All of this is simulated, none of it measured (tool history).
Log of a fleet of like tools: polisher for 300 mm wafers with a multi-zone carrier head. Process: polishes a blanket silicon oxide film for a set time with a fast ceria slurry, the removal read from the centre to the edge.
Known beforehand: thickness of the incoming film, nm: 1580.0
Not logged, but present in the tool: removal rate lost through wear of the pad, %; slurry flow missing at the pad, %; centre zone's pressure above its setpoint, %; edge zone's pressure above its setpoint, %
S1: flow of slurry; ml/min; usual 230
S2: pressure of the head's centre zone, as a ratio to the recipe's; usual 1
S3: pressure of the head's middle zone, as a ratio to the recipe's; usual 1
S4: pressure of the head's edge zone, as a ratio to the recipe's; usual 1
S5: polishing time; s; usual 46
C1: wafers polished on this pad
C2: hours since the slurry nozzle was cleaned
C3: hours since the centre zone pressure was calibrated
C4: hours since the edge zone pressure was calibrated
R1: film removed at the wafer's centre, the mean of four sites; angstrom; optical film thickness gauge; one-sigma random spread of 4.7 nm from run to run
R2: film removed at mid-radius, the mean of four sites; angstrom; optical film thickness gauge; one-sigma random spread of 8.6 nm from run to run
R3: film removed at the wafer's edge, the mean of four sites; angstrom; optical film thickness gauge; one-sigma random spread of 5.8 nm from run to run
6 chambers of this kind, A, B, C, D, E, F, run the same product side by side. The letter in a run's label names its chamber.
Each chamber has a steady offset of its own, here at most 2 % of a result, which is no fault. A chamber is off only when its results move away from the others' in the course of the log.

run	hour	S1	S2	S3	S4	S5	C1	C2	C3	C4	R1	R2	R3
1B	12.4	230	1	1	1	46	785	199.4	1566.6	518.3	6055.2	6149.2	6172.4
# hour 14.5: chamber B: centre zone pressure recalibrated
2F	22.1	230	1	1	1	46	884	219.7	642.7	914.1	6171.4	6052.3	6103.4
# hour 24: chamber F: edge zone pressure recalibrated
# hour 26.9: chamber D: worn pad replaced by a new one
# hour 27.5: chamber F: slurry nozzle cleaned
3D	29.1	230	1	1	1	46	32	135.1	416.8	1149.9	6179.5	6212.5	6086.8
4C	39	230	1	1	1	46	954	113.8	234.2	359.1	6139.8	6173.3	6017.9
# hour 42.7: chamber F: worn pad replaced by a new one
5A	50.9	230	1	1	1	46	738	491.3	329.6	665.7	6111.2	6278.1	6268.3
# hour 57.3: chamber B: worn pad replaced by a new one
6E	61.3	230	1	1	1	46	1089	179.6	155.1	1217.9	5970.9	6112.8	6162.3
7C	70.2	230	1	1	1	46	1403	145	265.4	390.3	6154.8	6059.4	6061.1
# hour 70.9: chamber A: worn pad replaced by a new one
# hour 71.5: chamber E: worn pad replaced by a new one
# hour 76.3: chamber C: worn pad replaced by a new one
8D	82.9	230	1	1	1	46	805	188.9	470.6	1203.7	6182.5	6113.1	6271.3
9B	92.1	230	1	1	1	46	500	279.1	77.6	598	6094.2	6049.2	6024.5
# hour 95: chamber A: slurry nozzle cleaned
10A	102.9	230	0.94	1	1	46	461	7.9	381.6	717.7	5733.4	6114.1	6185.6
# hour 110.5: chamber C: centre zone pressure recalibrated
11E	116.7	230	0.94	1	1	46	650	235	210.5	1273.3	5581	6139.5	6035.5
# hour 118.1: chamber F: worn pad replaced by a new one
# hour 120.8: chamber D: worn pad replaced by a new one
12F	130.7	230	0.94	1	1	46	181	103.2	751.3	106.7	5780.2	6129.7	6024.3
# hour 134.9: chamber B: slurry nozzle cleaned
13E	141.5	230	0.94	1	1	46	1006	259.8	235.3	1298.1	5590.4	6091.5	6152.1
# hour 148.8: chamber E: worn pad replaced by a new one
14D	152.2	230	0.94	1	1	46	451	258.2	539.9	1273	5758.7	6082.3	6242.5
# hour 157.6: chamber A: worn pad replaced by a new one
# hour 162: chamber F: centre zone pressure recalibrated
# hour 165: chamber B: worn pad replaced by a new one
15F	165.4	230	0.94	1	1	46	680	137.9	3.5	141.4	5755.6	6251.6	6071.4
16B	173.1	230	1	1	1	46	116	38.3	158.6	679	6127.3	6013.7	5959.1
# hour 181: chamber B: edge zone pressure recalibrated
17C	182.7	230	1	1	1	46	1530	257.5	72.3	502.8	6130.1	6062.5	6063.5
18A	193	230	1	1	1	46	509	98	471.7	807.8	6048.7	6149.8	6117.3
# hour 193.4: chamber C: worn pad replaced by a new one
# hour 199.9: chamber F: slurry nozzle cleaned
# hour 202.1: chamber E: edge zone pressure recalibrated
19E	202.9	230	1	1	1	46	778	321.2	296.7	0.8	6073.8	6138.4	6060.2
# hour 203.2: chamber F: worn pad replaced by a new one
# hour 211.6: chamber D: worn pad replaced by a new one
20B	217.7	230	1	1	1	46	757	82.9	203.2	36.7	6012.7	6000.8	6157
21A	231.6	230	1	1	1	46	1064	136.6	510.3	846.4	6067.2	6168.7	6234.2
# hour 239.8: chamber E: centre zone pressure recalibrated
# hour 242.6: chamber A: worn pad replaced by a new one
22C	243.5	230	1	1	1	46	720	318.3	133.1	563.6	6122.1	6051.3	5985.1
# hour 248.6: chamber E: worn pad replaced by a new one
23D	255	230	1	1	1	46	624	361	642.7	1375.8	6100	6146.4	6200.7
# hour 259.1: chamber B: worn pad replaced by a new one
24F	264.9	230	1	1	1	46	887	65.1	103	240.9	6074.1	6042.2	6001.6
25B	274.1	230	1	1	1	46	216	139.3	259.6	93.1	6126.5	6211	6125
# hour 282.1: chamber D: worn pad replaced by a new one
# hour 283.2: chamber C: worn pad replaced by a new one
26F	285.3	230	1	1	1	46	1180	85.5	123.4	261.3	6128.6	6115.8	6096.9
# hour 288.1: chamber E: slurry nozzle cleaned
# hour 291: chamber F: worn pad replaced by a new one
27D	300	230	1	1	1	46	257	406	687.7	1420.8	6097.8	6041.7	6068.9
28E	307.3	230	1	1	1	56	843	19.3	67.5	105.2	7307.8	7546.2	7289.1
29C	315.6	230	1	1	1	56	466	390.4	205.2	635.7	7450.6	7450.9	7296
# hour 322.7: chamber A: worn pad replaced by a new one
30A	322.9	230	1	1	1	56	3	227.9	601.6	937.7	7461.4	7427	7537.8
# hour 328.2: chamber E: worn pad replaced by a new one
31D	337.2	230	1	1	1	56	792	443.2	724.9	1458	7523.2	7424.6	7589.5
32C	350.5	230	1	1	1	56	967	425.3	240.1	670.6	7521	7333.2	7469
# hour 354.5: chamber D: edge zone pressure recalibrated
# hour 358: chamber A: edge zone pressure recalibrated
# hour 358.2: chamber D: worn pad replaced by a new one
33F	364.7	230	1	1	1	56	1059	164.9	202.8	340.7	7486.5	7516.1	7315.9
# hour 369.6: chamber B: worn pad replaced by a new one
34A	376.6	230	1	1	1	46	774	281.6	655.3	18.6	6067.1	6151.9	6113.6
# hour 377.4: chamber F: worn pad replaced by a new one
35E	386.1	230	1	1	1	46	832	98.1	146.3	184	6081.3	6047.2	6045.6
36B	394	230	1	1	1	46	351	259.2	379.5	213	6139.6	6171.2	6055.4
37F	403.6	230	1	1	1	46	377	203.8	241.7	379.6	6153.4	6112.8	6117.3
38D	410.3	230	1	1	1	46	748	516.3	798	55.9	6250.2	6089.1	6106.6

Decide between three cases: one chamber stands off from its peers, the gauge reading all wafers drifts, or nothing is wrong past each chamber's small offset. Where a chamber is off, say which and what most likely put it there.

The fleet is healthy, with each chamber sitting at its usual small offset and no drift in the gauge.
